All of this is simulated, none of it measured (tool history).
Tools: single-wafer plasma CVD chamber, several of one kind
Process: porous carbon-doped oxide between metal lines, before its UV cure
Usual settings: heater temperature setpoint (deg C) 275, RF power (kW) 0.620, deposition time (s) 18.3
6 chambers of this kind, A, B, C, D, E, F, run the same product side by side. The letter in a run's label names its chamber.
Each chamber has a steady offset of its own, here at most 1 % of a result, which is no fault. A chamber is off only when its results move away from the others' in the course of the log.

| run | hour | heater temperature setpoint (deg C) | RF power (kW) | deposition time (s) | hours since the last thermocouple change | hours since the last RF generator calibration | read-back reference wafer on the same gauge, thickness_nm | mean film thickness on the monitor wafer (Å) |
|---|---|---|---|---|---|---|---|---|
| 1C | 8.0 | 275 | 0.620 | 18.3 | 1973.5 | 328.1 | 127.01 | 1353.3 |
| 2E | 20.4 | 275 | 0.620 | 18.3 | 1181.8 | 429.3 | 126.94 | 1357.8 |
| 3D | 31.2 | 275 | 0.620 | 18.3 | 121.7 | 1487.2 | 126.97 | 1357.4 |
| 4F | 39.2 | 275 | 0.620 | 18.3 | 1491.8 | 145.7 | 126.95 | 1346.5 |
| 5A | 45.8 | 275 | 0.620 | 18.3 | 1435.2 | 1126.4 | 126.90 | 1351.8 |
| 6B | 54.2 | 275 | 0.620 | 18.3 | 331.2 | 884.2 | 126.93 | 1345.0 |
| 7D | 60.6 | 275 | 0.620 | 18.3 | 151.1 | 1516.6 | 126.88 | 1360.1 |
| 8C | 68.9 | 275 | 0.620 | 18.3 | 2034.4 | 389.0 | 126.90 | 1352.1 |
| 9B | 77.1 | 275 | 0.620 | 16.9 | 354.1 | 907.1 | 126.83 | 1246.4 |
| 10A | 83.5 | 275 | 0.620 | 16.9 | 1472.9 | 1164.1 | 126.82 | 1251.2 |
|  | 87.2 | chamber A: thermocouple changed; heater temperature recalibrated |
| 11E | 93.5 | 275 | 0.620 | 16.9 | 1254.9 | 502.4 | 126.86 | 1252.5 |
| 12F | 106.4 | 275 | 0.620 | 16.9 | 1559.0 | 212.9 | 126.76 | 1248.7 |
| 13D | 112.7 | 275 | 0.620 | 16.9 | 203.2 | 1568.7 | 126.76 | 1255.2 |
| 14F | 125.5 | 275 | 0.620 | 16.9 | 1578.1 | 232.0 | 126.81 | 1246.8 |
| 15A | 133.8 | 275 | 0.620 | 18.3 | 46.7 | 1214.4 | 126.78 | 1350.7 |
| 16E | 139.8 | 275 | 0.620 | 18.3 | 1301.2 | 548.7 | 126.66 | 1352.5 |
| 17B | 148.3 | 275 | 0.670 | 20.7 | 425.3 | 978.3 | 126.76 | 1591.9 |
| 18C | 155.1 | 275 | 0.670 | 20.7 | 2120.6 | 475.2 | 126.73 | 1599.0 |
| 19F | 162.6 | 275 | 0.670 | 20.7 | 1615.2 | 269.1 | 126.72 | 1594.4 |
| 20C | 173.4 | 275 | 0.670 | 20.7 | 2138.9 | 493.5 | 126.70 | 1598.8 |
| 21A | 184.0 | 275 | 0.670 | 20.7 | 96.9 | 1264.6 | 126.67 | 1597.4 |
| 22E | 192.1 | 275 | 0.670 | 20.7 | 1353.5 | 601.0 | 126.68 | 1600.3 |
| 23D | 202.3 | 275 | 0.620 | 18.3 | 292.8 | 1658.3 | 126.65 | 1353.7 |
| 24B | 210.7 | 275 | 0.620 | 18.3 | 487.7 | 1040.7 | 126.60 | 1343.6 |
|  | 212.9 | chamber C: thermocouple changed; heater temperature recalibrated |
| 25F | 220.3 | 275 | 0.620 | 18.3 | 1672.9 | 326.8 | 126.59 | 1345.4 |
| 26D | 227.3 | 275 | 0.620 | 18.3 | 317.8 | 1683.3 | 126.55 | 1356.6 |
| 27C | 238.2 | 275 | 0.620 | 18.3 | 25.4 | 558.3 | 126.55 | 1347.1 |
|  | 240.0 | chamber A: RF generator calibrated |
| 28E | 249.7 | 275 | 0.620 | 18.3 | 1411.1 | 658.6 | 126.52 | 1354.4 |
| 29B | 258.7 | 275 | 0.620 | 18.3 | 535.7 | 1088.7 | 126.54 | 1341.0 |
|  | 262.8 | chamber D: RF generator calibrated |
| 30A | 270.8 | 275 | 0.620 | 18.3 | 183.7 | 30.9 | 126.51 | 1346.7 |
| 31A | 280.4 | 275 | 0.620 | 18.3 | 193.3 | 40.5 | 126.48 | 1348.6 |
| 32E | 287.1 | 275 | 0.730 | 18.3 | 1448.5 | 696.0 | 126.49 | 1498.7 |
| 33B | 294.5 | 275 | 0.730 | 18.3 | 571.5 | 1124.5 | 126.49 | 1489.4 |
| 34C | 300.1 | 275 | 0.730 | 18.3 | 87.3 | 620.2 | 126.44 | 1493.6 |
| 35F | 307.6 | 275 | 0.730 | 18.3 | 1760.2 | 414.1 | 126.43 | 1491.5 |
| 36D | 319.3 | 275 | 0.730 | 18.3 | 409.8 | 56.6 | 126.39 | 1507.9 |
| 37F | 325.8 | 275 | 0.730 | 18.3 | 1778.4 | 432.3 | 126.41 | 1493.0 |
| 38C | 337.0 | 275 | 0.620 | 18.3 | 124.2 | 657.1 | 126.39 | 1346.6 |
| 39A | 346.5 | 275 | 0.620 | 18.3 | 259.4 | 106.6 | 126.33 | 1348.1 |
| 40E | 353.6 | 275 | 0.620 | 18.3 | 1515.0 | 762.5 | 126.34 | 1349.2 |
| 41D | 361.9 | 275 | 0.620 | 18.3 | 452.4 | 99.2 | 126.31 | 1353.5 |
| 42B | 367.8 | 275 | 0.620 | 18.3 | 644.8 | 1197.8 | 126.25 | 1339.8 |
| 43D | 379.3 | 275 | 0.620 | 18.3 | 469.8 | 116.6 | 126.33 | 1355.1 |

Next, every chamber runs the same settings. What will each give?
| 44A | 388.6 | 275 | 0.620 | 15.7 |  |  |  | ? |
| 44B | 388.6 | 275 | 0.620 | 15.7 |  |  |  | ? |
| 44C | 388.6 | 275 | 0.620 | 15.7 |  |  |  | ? |
| 44D | 388.6 | 275 | 0.620 | 15.7 |  |  |  | ? |
| 44E | 388.6 | 275 | 0.620 | 15.7 |  |  |  | ? |
| 44F | 388.6 | 275 | 0.620 | 15.7 |  |  |  | ? |

| run | mean film thickness on the monitor wafer (Å) |
|---|---|
| 44A | 1161.8 |
| 44B | 1155.8 |
| 44C | 1160.9 |
| 44D | 1166.9 |
| 44E | 1160.0 |
| 44F | 1157.2 |
